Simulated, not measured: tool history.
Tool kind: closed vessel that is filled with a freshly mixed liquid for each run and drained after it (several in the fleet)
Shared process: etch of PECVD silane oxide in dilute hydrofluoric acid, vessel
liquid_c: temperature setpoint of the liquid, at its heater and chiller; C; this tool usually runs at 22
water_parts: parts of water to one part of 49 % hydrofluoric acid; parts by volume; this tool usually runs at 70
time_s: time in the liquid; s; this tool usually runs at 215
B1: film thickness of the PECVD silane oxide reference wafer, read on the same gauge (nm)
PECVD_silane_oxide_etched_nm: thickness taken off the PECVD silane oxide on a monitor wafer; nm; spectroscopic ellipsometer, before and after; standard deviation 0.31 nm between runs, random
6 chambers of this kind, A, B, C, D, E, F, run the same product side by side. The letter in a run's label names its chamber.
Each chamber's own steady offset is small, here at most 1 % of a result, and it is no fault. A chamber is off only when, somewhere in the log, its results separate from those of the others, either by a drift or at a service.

run 1D hour=6.5 | liquid_c=22 water_parts=70 time_s=215 | B1=130.02 | PECVD_silane_oxide_etched_nm=43.944
run 2E hour=17 | liquid_c=22 water_parts=70 time_s=215 | B1=130.04 | PECVD_silane_oxide_etched_nm=43.844
run 3F hour=25.4 | liquid_c=22 water_parts=70 time_s=215 | B1=130 | PECVD_silane_oxide_etched_nm=44.276
run 4A hour=31.5 | liquid_c=22 water_parts=70 time_s=215 | B1=129.98 | PECVD_silane_oxide_etched_nm=44.73
run 5B hour=36.5 | liquid_c=22 water_parts=70 time_s=215 | B1=130.01 | PECVD_silane_oxide_etched_nm=44.097
run 6C hour=42.9 | liquid_c=24 water_parts=70 time_s=125 | B1=130.03 | PECVD_silane_oxide_etched_nm=27.74
run 7F hour=53.5 | liquid_c=24 water_parts=70 time_s=125 | B1=130 | PECVD_silane_oxide_etched_nm=27.731
run 8B hour=61.8 | liquid_c=24 water_parts=70 time_s=125 | B1=130.01 | PECVD_silane_oxide_etched_nm=28.159
run 9E hour=68.4 | liquid_c=24 water_parts=70 time_s=125 | B1=129.99 | PECVD_silane_oxide_etched_nm=27.591
-- hour=77.3 chamber C: thermometer replaced
run 10A hour=77.4 | liquid_c=24 water_parts=70 time_s=125 | B1=129.98 | PECVD_silane_oxide_etched_nm=28.289
run 11D hour=84.6 | liquid_c=24 water_parts=70 time_s=125 | B1=130 | PECVD_silane_oxide_etched_nm=27.852
run 12C hour=91.2 | liquid_c=18 water_parts=70 time_s=310 | B1=129.96 | PECVD_silane_oxide_etched_nm=53.642
run 13E hour=100.4 | liquid_c=18 water_parts=70 time_s=310 | B1=130.03 | PECVD_silane_oxide_etched_nm=53.41
run 14C hour=110.4 | liquid_c=18 water_parts=70 time_s=310 | B1=130 | PECVD_silane_oxide_etched_nm=54.095
-- hour=116.8 chamber D: thermometer replaced
run 15F hour=117.2 | liquid_c=18 water_parts=70 time_s=310 | B1=129.99 | PECVD_silane_oxide_etched_nm=54.576
run 16A hour=122.2 | liquid_c=18 water_parts=70 time_s=310 | B1=129.98 | PECVD_silane_oxide_etched_nm=53.735
run 17B hour=132.1 | liquid_c=18 water_parts=70 time_s=310 | B1=129.98 | PECVD_silane_oxide_etched_nm=54.636
run 18D hour=137.8 | liquid_c=22 water_parts=70 time_s=215 | B1=130 | PECVD_silane_oxide_etched_nm=44.014
run 19F hour=143.9 | liquid_c=22 water_parts=70 time_s=215 | B1=129.99 | PECVD_silane_oxide_etched_nm=44.058
run 20D hour=153.9 | liquid_c=22 water_parts=70 time_s=215 | B1=130 | PECVD_silane_oxide_etched_nm=44.56
run 21A hour=164.1 | liquid_c=22 water_parts=70 time_s=215 | B1=129.99 | PECVD_silane_oxide_etched_nm=43.773
run 22C hour=173.4 | liquid_c=22 water_parts=70 time_s=150 | B1=130.02 | PECVD_silane_oxide_etched_nm=30.762
run 23E hour=183 | liquid_c=22 water_parts=70 time_s=150 | B1=130.02 | PECVD_silane_oxide_etched_nm=30.976
run 24B hour=188.6 | liquid_c=22 water_parts=70 time_s=150 | B1=130.01 | PECVD_silane_oxide_etched_nm=31.256
run 25B hour=194.7 | liquid_c=22 water_parts=70 time_s=150 | B1=130 | PECVD_silane_oxide_etched_nm=31.226
run 26F hour=200.7 | liquid_c=22 water_parts=70 time_s=150 | B1=130.01 | PECVD_silane_oxide_etched_nm=30.493
run 27E hour=211.9 | liquid_c=22 water_parts=70 time_s=150 | B1=130.01 | PECVD_silane_oxide_etched_nm=31.047
run 28C hour=221 | liquid_c=22 water_parts=70 time_s=215 | B1=130.01 | PECVD_silane_oxide_etched_nm=43.361
run 29A hour=228.4 | liquid_c=22 water_parts=70 time_s=215 | B1=129.98 | PECVD_silane_oxide_etched_nm=43.543
run 30D hour=233.7 | liquid_c=22 water_parts=70 time_s=215 | B1=129.99 | PECVD_silane_oxide_etched_nm=43.766
run 31B hour=238.9 | liquid_c=22 water_parts=70 time_s=215 | B1=129.99 | PECVD_silane_oxide_etched_nm=44.97
run 32A hour=248.9 | liquid_c=22 water_parts=70 time_s=215 | B1=130.01 | PECVD_silane_oxide_etched_nm=42.767
run 33C hour=259.5 | liquid_c=22 water_parts=70 time_s=215 | B1=129.97 | PECVD_silane_oxide_etched_nm=44.221
-- hour=262.8 chamber F: thermometer replaced
run 34D hour=265.8 | liquid_c=22 water_parts=70 time_s=215 | B1=130 | PECVD_silane_oxide_etched_nm=43.588
run 35E hour=273.1 | liquid_c=22 water_parts=70 time_s=215 | B1=129.96 | PECVD_silane_oxide_etched_nm=43.453
run 36F hour=280 | liquid_c=22 water_parts=70 time_s=215 | B1=129.98 | PECVD_silane_oxide_etched_nm=44.003
run 37C hour=289.9 | liquid_c=22 water_parts=70 time_s=215 | B1=130 | PECVD_silane_oxide_etched_nm=43.935
run 38B hour=298 | liquid_c=22 water_parts=70 time_s=215 | B1=129.99 | PECVD_silane_oxide_etched_nm=44.589
run 39D hour=305.2 | liquid_c=22 water_parts=70 time_s=215 | B1=130 | PECVD_silane_oxide_etched_nm=43.966
run 40A hour=311.7 | liquid_c=24 water_parts=70 time_s=215 | B1=129.99 | PECVD_silane_oxide_etched_nm=45.002
run 41E hour=321.5 | liquid_c=24 water_parts=70 time_s=215 | B1=130.01 | PECVD_silane_oxide_etched_nm=47.707
run 42F hour=330.7 | liquid_c=24 water_parts=70 time_s=215 | B1=130 | PECVD_silane_oxide_etched_nm=47.824
run 43D hour=337.7 | liquid_c=24 water_parts=70 time_s=215 | B1=130.05 | PECVD_silane_oxide_etched_nm=47.81

One chamber off, gauge drift, or nothing amiss beyond the chambers' own small offsets? If it is a chamber, which one, and what is the likeliest cause?

Little by little, chamber A moves away from the other chambers.
Most likely cause: hydrofluoric acid flow below the setpoint (%) = 7.41.
It could be hard to tell apart here from: liquid colder than its thermometer reads (K).

Which of the 4 candidates below, each the usual settings with something changed and its results left as question marks, puts chamber A back in line with what the other chambers give on the usual settings?
In line here means within this much of the mean the other chambers give on the usual settings: PECVD_silane_oxide_etched_nm 1.1 nm
run 44A-1 hour=345.8 | liquid_c=22 water_parts=75 time_s=215 | PECVD_silane_oxide_etched_nm=?
run 44A-2 hour=345.8 | liquid_c=22 water_parts=70 time_s=210 | PECVD_silane_oxide_etched_nm=?
run 44A-3 hour=345.8 | liquid_c=22 water_parts=70 time_s=220 | PECVD_silane_oxide_etched_nm=?
run 44A-4 hour=345.8 | liquid_c=22 water_parts=65 time_s=215 | PECVD_silane_oxide_etched_nm=?

The mean the other chambers reach with the usual settings: PECVD_silane_oxide_etched_nm 44.227 nm
run=44A-1 PECVD_silane_oxide_etched_nm=38.25
run=44A-2 PECVD_silane_oxide_etched_nm=40.326
run=44A-3 PECVD_silane_oxide_etched_nm=42.246
run=44A-4 PECVD_silane_oxide_etched_nm=44.799
The right change is 44A-4: it brings the chamber back within the allowed miss of the others.

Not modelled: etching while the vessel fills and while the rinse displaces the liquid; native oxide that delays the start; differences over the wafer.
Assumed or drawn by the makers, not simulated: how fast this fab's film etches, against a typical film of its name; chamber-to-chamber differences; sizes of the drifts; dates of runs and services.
